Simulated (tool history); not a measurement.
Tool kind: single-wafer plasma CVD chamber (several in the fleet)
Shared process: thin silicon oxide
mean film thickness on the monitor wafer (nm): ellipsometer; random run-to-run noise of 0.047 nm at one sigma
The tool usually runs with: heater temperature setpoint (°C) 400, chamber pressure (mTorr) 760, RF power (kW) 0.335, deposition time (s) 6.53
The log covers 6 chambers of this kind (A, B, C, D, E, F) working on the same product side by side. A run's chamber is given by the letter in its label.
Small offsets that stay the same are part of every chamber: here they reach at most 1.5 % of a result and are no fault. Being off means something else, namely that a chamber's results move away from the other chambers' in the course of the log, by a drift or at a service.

| run | hour | heater temperature setpoint (°C) | chamber pressure (mTorr) | RF power (kW) | deposition time (s) | hours since the last thermocouple change | hours since the last RF generator calibration | hours since the last manometer calibration | read-back reference wafer on the same gauge, thickness_nm | mean film thickness on the monitor wafer (nm) |
|---|---|---|---|---|---|---|---|---|---|---|
| 1A | 4.7 | 400 | 760 | 0.335 | 6.53 | 1118.7 | 449.6 | 913.8 | 12.592 | 12.050 |
| 2D | 9.9 | 400 | 760 | 0.335 | 6.53 | 1297.5 | 121.1 | 69.7 | 12.608 | 11.893 |
| 3B | 15.6 | 400 | 760 | 0.335 | 6.53 | 2512.1 | 1904.8 | 536.4 | 12.589 | 11.872 |
| 4C | 20.3 | 400 | 760 | 0.335 | 6.53 | 123.8 | 603.2 | 2291.9 | 12.592 | 12.128 |
| 5F | 24.6 | 400 | 760 | 0.335 | 6.53 | 677.9 | 1431.3 | 518.3 | 12.605 | 12.027 |
| 6E | 29.0 | 400 | 760 | 0.335 | 6.53 | 1041.4 | 253.3 | 694.9 | 12.596 | 11.994 |
| 7F | 34.4 | 400 | 760 | 0.335 | 6.53 | 687.7 | 1441.1 | 528.1 | 12.602 | 12.035 |
| 8B | 40.3 | 400 | 760 | 0.335 | 6.53 | 2536.8 | 1929.5 | 561.1 | 12.603 | 11.994 |
| 9C | 44.8 | 400 | 760 | 0.335 | 6.53 | 148.3 | 627.7 | 2316.4 | 12.588 | 12.053 |
| 10A | 48.8 | 400 | 760 | 0.335 | 6.53 | 1162.8 | 493.7 | 957.9 | 12.600 | 12.064 |
| 11D | 53.6 | 400 | 760 | 0.335 | 6.53 | 1341.2 | 164.8 | 113.4 | 12.589 | 11.897 |
| 12E | 59.7 | 400 | 760 | 0.335 | 6.53 | 1072.1 | 284.0 | 725.6 | 12.604 | 12.028 |
| 13A | 64.0 | 400 | 760 | 0.335 | 6.53 | 1178.0 | 508.9 | 973.1 | 12.604 | 12.060 |
| 14C | 67.3 | 400 | 760 | 0.335 | 6.53 | 170.8 | 650.2 | 2338.9 | 12.617 | 12.049 |
| 15F | 72.0 | 400 | 760 | 0.335 | 6.53 | 725.3 | 1478.7 | 565.7 | 12.592 | 12.035 |
|  | 73.8 | chamber C: capacitance manometer re-zeroed and calibrated |
| 16E | 75.0 | 400 | 760 | 0.335 | 6.53 | 1087.4 | 299.3 | 740.9 | 12.587 | 12.048 |
| 17B | 78.6 | 400 | 760 | 0.335 | 6.53 | 2575.1 | 1967.8 | 599.4 | 12.598 | 11.913 |
| 18D | 81.5 | 400 | 760 | 0.335 | 6.53 | 1369.1 | 192.7 | 141.3 | 12.599 | 11.862 |
| 19A | 86.0 | 400 | 760 | 0.335 | 6.53 | 1200.0 | 530.9 | 995.1 | 12.601 | 12.026 |
| 20D | 89.5 | 400 | 760 | 0.335 | 6.53 | 1377.1 | 200.7 | 149.3 | 12.603 | 11.808 |
| 21F | 95.4 | 400 | 760 | 0.335 | 6.53 | 748.7 | 1502.1 | 589.1 | 12.616 | 11.993 |
| 22E | 98.8 | 400 | 660 | 0.335 | 6.53 | 1111.2 | 323.1 | 764.7 | 12.597 | 10.461 |
| 23B | 102.9 | 400 | 660 | 0.335 | 6.53 | 2599.4 | 1992.1 | 623.7 | 12.605 | 10.266 |
| 24C | 108.5 | 400 | 660 | 0.335 | 6.53 | 212.0 | 691.4 | 34.7 | 12.598 | 10.844 |
| 25B | 111.6 | 400 | 660 | 0.335 | 6.53 | 2608.1 | 2000.8 | 632.4 | 12.594 | 10.231 |
|  | 113.7 | chamber B: thermocouple changed; heater temperature recalibrated |
| 26D | 114.6 | 400 | 660 | 0.335 | 6.53 | 1402.2 | 225.8 | 174.4 | 12.598 | 10.265 |
| 27C | 120.1 | 400 | 660 | 0.335 | 6.53 | 223.6 | 703.0 | 46.3 | 12.595 | 10.843 |
| 28F | 123.6 | 400 | 760 | 0.335 | 6.53 | 776.9 | 1530.3 | 617.3 | 12.610 | 12.042 |
| 29A | 129.1 | 400 | 760 | 0.335 | 6.53 | 1243.1 | 574.0 | 1038.2 | 12.601 | 12.058 |
| 30E | 134.5 | 400 | 760 | 0.335 | 6.53 | 1146.9 | 358.8 | 800.4 | 12.604 | 12.000 |
| 31E | 137.4 | 400 | 760 | 0.360 | 6.53 | 1149.8 | 361.7 | 803.3 | 12.601 | 12.345 |
| 32C | 142.6 | 400 | 760 | 0.360 | 6.53 | 246.1 | 725.5 | 68.8 | 12.599 | 12.802 |
| 33B | 148.0 | 400 | 760 | 0.360 | 6.53 | 34.4 | 2037.2 | 668.8 | 12.597 | 12.249 |
| 34F | 151.6 | 400 | 760 | 0.360 | 6.53 | 804.9 | 1558.3 | 645.3 | 12.605 | 12.386 |
| 35D | 154.5 | 400 | 760 | 0.360 | 6.53 | 1442.1 | 265.7 | 214.3 | 12.613 | 12.204 |
| 36A | 159.9 | 400 | 760 | 0.360 | 6.53 | 1273.9 | 604.8 | 1069.0 | 12.591 | 12.408 |
| 37F | 165.6 | 400 | 760 | 0.335 | 6.53 | 818.9 | 1572.3 | 659.3 | 12.614 | 11.998 |
| 38B | 171.7 | 400 | 760 | 0.335 | 6.53 | 58.1 | 2060.9 | 692.5 | 12.612 | 11.896 |
| 39C | 175.4 | 400 | 760 | 0.335 | 6.53 | 278.9 | 758.3 | 101.6 | 12.606 | 12.481 |
| 40E | 180.7 | 400 | 760 | 0.335 | 6.53 | 1193.1 | 405.0 | 846.6 | 12.593 | 12.027 |
| 41D | 185.8 | 400 | 934 | 0.335 | 6.53 | 1473.4 | 297.0 | 245.6 | 12.597 | 14.227 |

Next, every chamber runs the same settings. What will each give?
| 42A | 190.3 | 400 | 816 | 0.335 | 6.53 |  |  |  |  | ? |
| 42B | 190.3 | 400 | 816 | 0.335 | 6.53 |  |  |  |  | ? |
| 42C | 190.3 | 400 | 816 | 0.335 | 6.53 |  |  |  |  | ? |
| 42D | 190.3 | 400 | 816 | 0.335 | 6.53 |  |  |  |  | ? |
| 42E | 190.3 | 400 | 816 | 0.335 | 6.53 |  |  |  |  | ? |
| 42F | 190.3 | 400 | 816 | 0.335 | 6.53 |  |  |  |  | ? |

| run | mean film thickness on the monitor wafer (nm) |
|---|---|
| 42A | 12.848 |
| 42B | 12.727 |
| 42C | 13.370 |
| 42D | 12.759 |
| 42E | 12.745 |
| 42F | 12.881 |
